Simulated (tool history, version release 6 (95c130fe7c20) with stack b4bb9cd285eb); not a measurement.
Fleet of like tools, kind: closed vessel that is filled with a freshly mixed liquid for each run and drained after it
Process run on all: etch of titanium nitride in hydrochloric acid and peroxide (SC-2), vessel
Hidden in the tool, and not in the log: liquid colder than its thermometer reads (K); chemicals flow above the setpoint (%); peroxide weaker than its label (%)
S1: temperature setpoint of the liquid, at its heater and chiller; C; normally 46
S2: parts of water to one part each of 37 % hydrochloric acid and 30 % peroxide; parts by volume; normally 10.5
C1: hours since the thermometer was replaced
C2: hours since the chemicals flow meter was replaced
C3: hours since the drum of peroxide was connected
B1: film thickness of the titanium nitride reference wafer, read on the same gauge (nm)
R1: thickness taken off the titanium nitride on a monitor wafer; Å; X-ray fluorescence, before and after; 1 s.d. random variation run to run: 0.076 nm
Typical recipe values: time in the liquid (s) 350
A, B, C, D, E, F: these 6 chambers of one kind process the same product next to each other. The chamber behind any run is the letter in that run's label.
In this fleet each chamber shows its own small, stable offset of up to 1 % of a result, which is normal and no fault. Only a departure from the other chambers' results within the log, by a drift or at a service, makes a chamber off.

{"run": "1B", "hour": 4.9, "S1": 46, "S2": 10.5, "time in the liquid (s)": 350, "C1": 1001.2, "C2": 263.3, "C3": 92.8, "B1": 29.986, "R1": 115.95}
{"run": "2C", "hour": 12.3, "S1": 46, "S2": 10.5, "time in the liquid (s)": 350, "C1": 543.3, "C2": 83.7, "C3": 392.7, "B1": 29.99, "R1": 115.06}
{"run": "3F", "hour": 19.6, "S1": 46, "S2": 10.5, "time in the liquid (s)": 350, "C1": 659.2, "C2": 983.2, "C3": 295.6, "B1": 29.999, "R1": 116.06}
{"run": "4A", "hour": 24.6, "S1": 46, "S2": 10.5, "time in the liquid (s)": 350, "C1": 777.6, "C2": 334.1, "C3": 185.6, "B1": 30.019, "R1": 114.24}
{"run": "5D", "hour": 31.6, "S1": 54, "S2": 10.5, "time in the liquid (s)": 465, "C1": 459.3, "C2": 89.6, "C3": 394.9, "B1": 29.995, "R1": 260.46}
{"run": "6E", "hour": 37.1, "S1": 54, "S2": 10.5, "time in the liquid (s)": 465, "C1": 1171.5, "C2": 771.1, "C3": 329, "B1": 30.021, "R1": 258.61}
{"run": "7E", "hour": 41.8, "S1": 54, "S2": 10.5, "time in the liquid (s)": 465, "C1": 1176.2, "C2": 775.8, "C3": 333.7, "B1": 29.998, "R1": 263.85}
{"run": "8B", "hour": 46.4, "S1": 54, "S2": 10.5, "time in the liquid (s)": 465, "C1": 1042.7, "C2": 304.8, "C3": 134.3, "B1": 29.96, "R1": 258.1}
{"run": "9A", "hour": 51.8, "S1": 54, "S2": 10.5, "time in the liquid (s)": 465, "C1": 804.8, "C2": 361.3, "C3": 212.8, "B1": 30, "R1": 258.51}
{"run": "10F", "hour": 57.8, "S1": 54, "S2": 10.5, "time in the liquid (s)": 465, "C1": 697.4, "C2": 1021.4, "C3": 333.8, "B1": 30.01, "R1": 257.06}
{"run": "11D", "hour": 62.5, "S1": 46, "S2": 10.5, "time in the liquid (s)": 350, "C1": 490.2, "C2": 120.5, "C3": 425.8, "B1": 29.998, "R1": 115.84}
{"run": "12C", "hour": 70.3, "S1": 39.5, "S2": 7.5, "time in the liquid (s)": 350, "C1": 601.3, "C2": 141.7, "C3": 450.7, "B1": 30.018, "R1": 95.364}
{"run": "13E", "hour": 78.6, "S1": 39.5, "S2": 7.5, "time in the liquid (s)": 350, "C1": 1213, "C2": 812.6, "C3": 370.5, "B1": 29.958, "R1": 97.361}
{"run": "14B", "hour": 86.0, "S1": 39.5, "S2": 7.5, "time in the liquid (s)": 350, "C1": 1082.3, "C2": 344.4, "C3": 173.9, "B1": 29.966, "R1": 98.418}
{"run": "15D", "hour": 93.7, "S1": 39.5, "S2": 7.5, "time in the liquid (s)": 350, "C1": 521.4, "C2": 151.7, "C3": 457, "B1": 29.949, "R1": 97.62}
{"run": "16C", "hour": 97.6, "S1": 39.5, "S2": 7.5, "time in the liquid (s)": 350, "C1": 628.6, "C2": 169, "C3": 478, "B1": 30.056, "R1": 97.116}
{"run": "17F", "hour": 101.9, "S1": 39.5, "S2": 7.5, "time in the liquid (s)": 350, "C1": 741.5, "C2": 1065.5, "C3": 377.9, "B1": 29.984, "R1": 98.228}
{"hour": 105.7, "done": "chamber B: thermometer replaced"}
{"run": "18A", "hour": 109.2, "S1": 46, "S2": 10.5, "time in the liquid (s)": 350, "C1": 862.2, "C2": 418.7, "C3": 270.2, "B1": 30.038, "R1": 114.42}
{"run": "19C", "hour": 117.5, "S1": 46, "S2": 10.5, "time in the liquid (s)": 350, "C1": 648.5, "C2": 188.9, "C3": 497.9, "B1": 30.016, "R1": 114.64}
{"run": "20B", "hour": 124.2, "S1": 46, "S2": 10.5, "time in the liquid (s)": 350, "C1": 18.6, "C2": 382.6, "C3": 212.1, "B1": 30.02, "R1": 115.02}
{"run": "21D", "hour": 128.4, "S1": 41.5, "S2": 10.5, "time in the liquid (s)": 165, "C1": 556.1, "C2": 186.4, "C3": 491.7, "B1": 30.026, "R1": 39.886}
{"hour": 128.6, "done": "chamber C: new drum of peroxide connected"}
{"run": "22F", "hour": 136.5, "S1": 41.5, "S2": 10.5, "time in the liquid (s)": 165, "C1": 776.1, "C2": 1100.1, "C3": 412.5, "B1": 30.001, "R1": 39.752}
{"run": "23E", "hour": 143.5, "S1": 41.5, "S2": 10.5, "time in the liquid (s)": 165, "C1": 1277.9, "C2": 877.5, "C3": 435.4, "B1": 30.002, "R1": 39.872}
{"run": "24A", "hour": 152.1, "S1": 41.5, "S2": 10.5, "time in the liquid (s)": 165, "C1": 905.1, "C2": 461.6, "C3": 313.1, "B1": 30.009, "R1": 40.14}
{"run": "25D", "hour": 158.2, "S1": 41.5, "S2": 10.5, "time in the liquid (s)": 165, "C1": 585.9, "C2": 216.2, "C3": 521.5, "B1": 29.992, "R1": 39.65}
{"run": "26A", "hour": 166.6, "S1": 41.5, "S2": 10.5, "time in the liquid (s)": 165, "C1": 919.6, "C2": 476.1, "C3": 327.6, "B1": 29.966, "R1": 39.451}
{"run": "27E", "hour": 170.7, "S1": 46, "S2": 10.5, "time in the liquid (s)": 350, "C1": 1305.1, "C2": 904.7, "C3": 462.6, "B1": 30.023, "R1": 115.34}
{"run": "28B", "hour": 176.0, "S1": 46, "S2": 10.5, "time in the liquid (s)": 350, "C1": 70.4, "C2": 434.4, "C3": 263.9, "B1": 30.024, "R1": 114.87}
{"run": "29C", "hour": 181.1, "S1": 46, "S2": 10.5, "time in the liquid (s)": 350, "C1": 712.1, "C2": 252.5, "C3": 52.6, "B1": 30.008, "R1": 116.64}
{"run": "30F", "hour": 187.7, "S1": 46, "S2": 10.5, "time in the liquid (s)": 350, "C1": 827.3, "C2": 1151.3, "C3": 463.7, "B1": 29.975, "R1": 116.59}
{"run": "31D", "hour": 193.9, "S1": 46, "S2": 10.5, "time in the liquid (s)": 350, "C1": 621.6, "C2": 251.9, "C3": 557.2, "B1": 30.003, "R1": 113.8}
{"run": "32E", "hour": 197.9, "S1": 46, "S2": 10.5, "time in the liquid (s)": 350, "C1": 1332.3, "C2": 931.9, "C3": 489.8, "B1": 29.979, "R1": 116.53}
{"run": "33B", "hour": 204.3, "S1": 46, "S2": 10.5, "time in the liquid (s)": 350, "C1": 98.7, "C2": 462.7, "C3": 292.2, "B1": 30.029, "R1": 115.31}
{"run": "34C", "hour": 209.2, "S1": 46, "S2": 10.5, "time in the liquid (s)": 350, "C1": 740.2, "C2": 280.6, "C3": 80.7, "B1": 30.026, "R1": 115.57}
{"hour": 212.6, "done": "chamber E: chemicals flow meter replaced"}
{"run": "35A", "hour": 216.8, "S1": 46, "S2": 10.5, "time in the liquid (s)": 350, "C1": 969.8, "C2": 526.3, "C3": 377.8, "B1": 30.038, "R1": 114.45}
{"run": "36F", "hour": 225.4, "S1": 46, "S2": 10.5, "time in the liquid (s)": 350, "C1": 865, "C2": 1189, "C3": 501.4, "B1": 29.991, "R1": 114.77}
{"run": "37F", "hour": 233.5, "S1": 46, "S2": 7.5, "time in the liquid (s)": 350, "C1": 873.1, "C2": 1197.1, "C3": 509.5, "B1": 30.01, "R1": 152.46}
{"run": "38E", "hour": 240.9, "S1": 46, "S2": 7.5, "time in the liquid (s)": 350, "C1": 1375.3, "C2": 28.4, "C3": 532.8, "B1": 30.012, "R1": 152.07}
{"run": "39B", "hour": 248.5, "S1": 46, "S2": 7.5, "time in the liquid (s)": 350, "C1": 142.9, "C2": 506.9, "C3": 336.4, "B1": 30.01, "R1": 152.07}
{"run": "40C", "hour": 256.1, "S1": 46, "S2": 7.5, "time in the liquid (s)": 350, "C1": 787.1, "C2": 327.5, "C3": 127.6, "B1": 29.994, "R1": 151.24}
{"run": "41D", "hour": 260.3, "S1": 46, "S2": 7.5, "time in the liquid (s)": 350, "C1": 688, "C2": 318.3, "C3": 623.6, "B1": 29.972, "R1": 153.32}
{"run": "42A", "hour": 268.9, "S1": 46, "S2": 7.5, "time in the liquid (s)": 350, "C1": 1021.9, "C2": 578.4, "C3": 429.9, "B1": 30.01, "R1": 152.26}

Read the log: is a single chamber off, either drifting away or since a service, is the gauge that measures every chamber drifting, or is nothing wrong beyond small per-chamber offsets? Name any odd chamber and what most likely caused it.

Beyond each chamber's small constant offset nothing stands out, and the gauge stays steady.

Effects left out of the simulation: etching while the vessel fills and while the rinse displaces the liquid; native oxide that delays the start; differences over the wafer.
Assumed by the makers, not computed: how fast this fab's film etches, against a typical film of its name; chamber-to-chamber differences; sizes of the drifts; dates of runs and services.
